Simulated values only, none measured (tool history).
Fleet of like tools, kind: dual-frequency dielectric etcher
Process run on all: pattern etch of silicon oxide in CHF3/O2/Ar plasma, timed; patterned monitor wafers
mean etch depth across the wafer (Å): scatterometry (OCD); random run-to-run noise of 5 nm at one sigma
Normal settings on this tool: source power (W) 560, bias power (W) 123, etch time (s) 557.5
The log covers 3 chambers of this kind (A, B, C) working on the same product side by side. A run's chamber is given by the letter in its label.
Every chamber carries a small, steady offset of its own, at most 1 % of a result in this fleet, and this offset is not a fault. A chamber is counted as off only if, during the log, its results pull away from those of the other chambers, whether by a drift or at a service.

run,hour,source power (W),bias power (W),etch time (s),hours since the last wet clean,hours since the last source power generator calibration,hours since the last bias power generator calibration,"read-back reference wafer on the same gauge, depth_nm",mean etch depth across the wafer (Å)
1A,4.4,560,123,557.5,53.4,1287.5,442.6,1034.4,9380.3
2C,12.5,560,123,557.5,213.1,1123.9,2385.9,1034.6,9444.6
3B,19.6,560,123,557.5,568.9,1622.4,3835.8,1034.8,9452.5
4A,25.2,560,123,557.5,74.2,1308.3,463.4,1034.5,9443
5C,33.6,560,123,557.5,234.2,1145,2407,1034.8,9529.9
6B,42,560,123,557.5,591.3,1644.8,3858.2,1035.4,9400.5
7C,50.5,560,123,557.5,251.1,1161.9,2423.9,1036.1,9530.9
8A,58.7,560,123,557.5,107.7,1341.8,496.9,1035.3,9454.7
9B,64.2,650,105,557.5,613.5,1667,3880.4,1036,9493.8
10A,68.6,650,105,557.5,117.6,1351.7,506.8,1033.8,9561.3
# hour 71: chamber B: wet clean of the chamber
11B,72.8,650,105,557.5,1.8,1675.6,3889,1034.9,9861.6
12C,79.4,560,123,557.5,280,1190.8,2452.8,1035.9,9608
13B,83.9,670,133,557.5,12.9,1686.7,3900.1,1034.9,10721
14C,90,670,133,557.5,290.6,1201.4,2463.4,1034.1,10548
15A,95.4,670,133,557.5,144.4,1378.5,533.6,1034.5,10486
16A,102.9,560,123,557.5,151.9,1386,541.1,1034.5,9371.9
17C,107.6,560,123,557.5,308.2,1219,2481,1035.3,9505.9
18B,112.8,560,123,557.5,41.8,1715.6,3929,1035.5,9814.3
19C,117.5,560,123,557.5,318.1,1228.9,2490.9,1033.8,9509.3
20A,121.6,560,123,557.5,170.6,1404.7,559.8,1034.9,9449.2
21B,127.1,560,123,557.5,56.1,1729.9,3943.3,1034.1,9816.3
# hour 130.8: chamber C: wet clean of the chamber
22C,131.2,560,123,557.5,0.4,1242.6,2504.6,1036.4,9524.1
23A,137.5,560,123,557.5,186.5,1420.6,575.7,1033.8,9484.7
24B,145,430,123,557.5,74,1747.8,3961.2,1033.9,8877.8
25A,148.7,430,123,557.5,197.7,1431.8,586.9,1034.1,8577.2
26B,155.4,430,123,557.5,84.4,1758.2,3971.6,1035.6,8819.6
27C,163.8,560,100,677.5,33,1275.2,2537.2,1034,10901
28C,171.4,560,100,677.5,40.6,1282.8,2544.8,1035.1,10927
29A,176.6,560,100,677.5,225.6,1459.7,614.8,1034.4,10914
30B,183.2,560,123,557.5,112.2,1786,3999.4,1035.9,9777.5
31B,187.8,560,123,557.5,116.8,1790.6,4004,1034.3,9814.9
32A,193.2,560,148,557.5,242.2,1476.3,631.4,1036.2,10079
33C,199.9,560,148,557.5,69.1,1311.3,2573.3,1034.5,10020
34B,207,560,148,557.5,136,1809.8,4023.2,1035.6,10386
35C,215.1,560,123,557.5,84.3,1326.5,2588.5,1034.9,9498.9
36A,219.9,560,123,557.5,268.9,1503,658.1,1035.6,9441.6
37B,227.4,640,123,557.5,156.4,1830.2,4043.6,1033.6,10283
38A,233.6,640,123,557.5,282.6,1516.7,671.8,1034.8,10018

For the next run the whole fleet of 3 chambers uses the same settings. Give each chamber's results:
39A,239.8,470,123,557.5,,,,,?
39B,239.8,470,123,557.5,,,,,?
39C,239.8,470,123,557.5,,,,,?

run,mean etch depth across the wafer (Å)
39A,8897.5
39B,9211.8
39C,8912.2

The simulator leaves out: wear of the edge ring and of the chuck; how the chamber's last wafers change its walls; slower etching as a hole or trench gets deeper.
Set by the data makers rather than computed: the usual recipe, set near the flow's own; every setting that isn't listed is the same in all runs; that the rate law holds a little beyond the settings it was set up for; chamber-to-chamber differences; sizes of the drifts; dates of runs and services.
